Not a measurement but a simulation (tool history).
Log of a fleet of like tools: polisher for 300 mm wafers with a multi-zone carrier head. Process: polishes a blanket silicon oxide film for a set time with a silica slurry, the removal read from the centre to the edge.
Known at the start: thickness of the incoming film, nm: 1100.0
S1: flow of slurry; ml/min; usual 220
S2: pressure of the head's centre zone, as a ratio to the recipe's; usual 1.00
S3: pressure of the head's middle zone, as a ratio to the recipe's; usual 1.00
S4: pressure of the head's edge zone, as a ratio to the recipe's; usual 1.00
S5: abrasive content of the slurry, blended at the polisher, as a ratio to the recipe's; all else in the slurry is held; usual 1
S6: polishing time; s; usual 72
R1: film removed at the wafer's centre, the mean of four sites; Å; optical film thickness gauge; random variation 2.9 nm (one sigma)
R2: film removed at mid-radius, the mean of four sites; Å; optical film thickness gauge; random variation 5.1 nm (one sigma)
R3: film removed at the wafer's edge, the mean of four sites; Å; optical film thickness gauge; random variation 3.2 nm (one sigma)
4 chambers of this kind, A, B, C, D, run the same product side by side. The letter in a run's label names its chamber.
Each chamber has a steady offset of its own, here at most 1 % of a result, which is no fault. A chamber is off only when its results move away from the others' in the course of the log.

| run | hour | S1 | S2 | S3 | S4 | S5 | S6 | R1 | R2 | R3 |
|---|---|---|---|---|---|---|---|---|---|---|
| 1A | 9.9 | 220 | 1.00 | 1.00 | 1.00 | 1 | 72 | 3761.3 | 3893.9 | 3817.0 |
| 2B | 18.6 | 220 | 1.00 | 1.00 | 1.00 | 1 | 72 | 3763.5 | 3669.3 | 3792.9 |
| 3D | 25.3 | 220 | 1.00 | 1.00 | 1.00 | 1 | 72 | 3739.6 | 3762.1 | 3775.7 |
| 4C | 32.4 | 220 | 1.00 | 1.00 | 1.00 | 1 | 72 | 3784.3 | 3755.2 | 3776.0 |
| 5D | 39.9 | 220 | 1.00 | 0.92 | 0.93 | 1 | 72 | 3785.4 | 3454.4 | 3672.1 |
|  | 42.0 | chamber B: worn pad replaced by a new one |
| 6A | 44.9 | 220 | 1.00 | 0.92 | 0.93 | 1 | 72 | 3830.8 | 3523.7 | 3621.6 |
| 7B | 51.4 | 220 | 1.00 | 0.92 | 0.93 | 1 | 72 | 3772.8 | 3503.7 | 3715.1 |
|  | 55.9 | chamber D: worn pad replaced by a new one |
| 8C | 60.6 | 220 | 1.00 | 0.92 | 0.93 | 1 | 72 | 3791.7 | 3446.6 | 3646.2 |
|  | 66.0 | chamber C: worn pad replaced by a new one |
| 9B | 68.4 | 220 | 1.00 | 1.00 | 1.00 | 1 | 72 | 3842.6 | 3776.3 | 3790.8 |
| 10A | 78.3 | 220 | 1.00 | 1.00 | 1.00 | 1 | 72 | 3824.8 | 3738.4 | 3773.2 |
|  | 85.7 | chamber A: worn pad replaced by a new one |
| 11D | 88.3 | 220 | 1.00 | 0.92 | 1.00 | 1 | 82 | 4325.7 | 3983.4 | 4302.7 |
|  | 93.3 | chamber B: worn pad replaced by a new one |
| 12C | 96.3 | 220 | 1.00 | 0.92 | 1.00 | 1 | 82 | 4329.6 | 3888.4 | 4321.2 |
| 13A | 100.7 | 220 | 1.00 | 0.92 | 1.00 | 1 | 82 | 4307.3 | 4006.5 | 4299.2 |
| 14D | 108.2 | 220 | 1.00 | 0.92 | 1.00 | 1 | 82 | 4264.3 | 4025.4 | 4332.3 |
|  | 111.8 | chamber A: centre zone pressure recalibrated |
|  | 115.9 | chamber D: worn pad replaced by a new one |
| 15B | 116.9 | 220 | 1.00 | 1.00 | 1.00 | 1 | 72 | 3743.5 | 3817.0 | 3813.9 |
| 16C | 126.7 | 220 | 1.00 | 1.00 | 1.00 | 1 | 72 | 3820.7 | 3732.6 | 3799.8 |
| 17A | 134.8 | 220 | 1.00 | 1.00 | 1.00 | 1 | 72 | 3467.8 | 3829.2 | 3779.1 |
| 18D | 139.2 | 220 | 1.00 | 1.00 | 1.00 | 1 | 72 | 3791.8 | 3703.8 | 3757.1 |
|  | 139.6 | chamber B: worn pad replaced by a new one |
| 19B | 147.7 | 220 | 1.00 | 1.00 | 1.00 | 1 | 72 | 3702.9 | 3925.7 | 3775.2 |
| 20C | 152.1 | 220 | 1.00 | 1.00 | 1.00 | 1 | 72 | 3765.7 | 3749.0 | 3836.5 |
| 21B | 156.8 | 220 | 1.00 | 1.00 | 1.00 | 1 | 72 | 3771.3 | 3736.4 | 3846.1 |
|  | 162.5 | chamber C: edge zone pressure recalibrated |
| 22A | 162.7 | 220 | 1.00 | 1.00 | 1.00 | 1 | 72 | 3496.3 | 3727.7 | 3753.5 |
| 23C | 168.3 | 220 | 1.05 | 1.00 | 1.00 | 1 | 72 | 4024.5 | 3700.2 | 3754.9 |
|  | 168.9 | chamber B: edge zone pressure recalibrated |
| 24D | 172.9 | 220 | 1.05 | 1.00 | 1.00 | 1 | 72 | 3968.5 | 3802.8 | 3823.1 |
|  | 173.1 | chamber C: worn pad replaced by a new one |
|  | 176.0 | chamber A: worn pad replaced by a new one |
| 25D | 181.6 | 220 | 1.05 | 1.00 | 1.00 | 1 | 72 | 3985.1 | 3741.3 | 3808.6 |
|  | 186.1 | chamber D: worn pad replaced by a new one |
| 26C | 186.1 | 220 | 1.05 | 1.00 | 1.00 | 1 | 72 | 3964.9 | 3697.8 | 3734.9 |
|  | 190.8 | chamber B: worn pad replaced by a new one |
| 27B | 191.9 | 220 | 1.00 | 1.00 | 1.00 | 1 | 72 | 3747.2 | 3837.2 | 3815.8 |
| 28A | 198.5 | 220 | 0.96 | 1.00 | 1.00 | 1 | 72 | 3343.8 | 3753.7 | 3792.0 |
| 29C | 207.9 | 220 | 0.96 | 1.00 | 1.00 | 1 | 72 | 3586.1 | 3783.9 | 3734.1 |
| 30B | 218.1 | 220 | 0.96 | 1.00 | 1.00 | 1 | 72 | 3622.8 | 3746.3 | 3781.3 |
| 31A | 223.4 | 220 | 0.96 | 1.00 | 1.00 | 1 | 72 | 3322.4 | 3800.3 | 3764.1 |
| 32D | 228.5 | 220 | 1.00 | 1.00 | 1.00 | 1 | 72 | 3761.7 | 3762.5 | 3816.8 |
| 33A | 234.8 | 220 | 1.00 | 1.00 | 1.00 | 1 | 72 | 3480.6 | 3828.6 | 3737.2 |
| 34B | 240.9 | 220 | 1.00 | 1.00 | 1.00 | 1 | 72 | 3770.7 | 3767.8 | 3790.0 |
| 35C | 247.2 | 220 | 1.00 | 1.00 | 1.00 | 1 | 72 | 3757.4 | 3733.1 | 3819.6 |
| 36D | 256.8 | 220 | 1.00 | 1.00 | 1.00 | 1 | 72 | 3780.5 | 3788.3 | 3781.9 |
|  | 258.2 | chamber D: worn pad replaced by a new one |
| 37D | 261.7 | 220 | 1.00 | 1.00 | 1.00 | 1 | 72 | 3787.5 | 3848.8 | 3800.8 |
| 38A | 268.0 | 220 | 1.00 | 1.00 | 1.00 | 1 | 72 | 3460.6 | 3820.9 | 3777.3 |

Next, every chamber runs the same settings. What will each give?
| 39A | 275.3 | 220 | 1.00 | 1.00 | 1.00 | 1 | 72 | ? | ? | ? |
| 39B | 275.3 | 220 | 1.00 | 1.00 | 1.00 | 1 | 72 | ? | ? | ? |
| 39C | 275.3 | 220 | 1.00 | 1.00 | 1.00 | 1 | 72 | ? | ? | ? |
| 39D | 275.3 | 220 | 1.00 | 1.00 | 1.00 | 1 | 72 | ? | ? | ? |

| run | R1 | R2 | R3 |
|---|---|---|---|
| 39A | 3490.7 | 3800.9 | 3766.9 |
| 39B | 3777.6 | 3742.5 | 3820.2 |
| 39C | 3790.3 | 3795.8 | 3734.6 |
| 39D | 3750.3 | 3855.8 | 3812.3 |

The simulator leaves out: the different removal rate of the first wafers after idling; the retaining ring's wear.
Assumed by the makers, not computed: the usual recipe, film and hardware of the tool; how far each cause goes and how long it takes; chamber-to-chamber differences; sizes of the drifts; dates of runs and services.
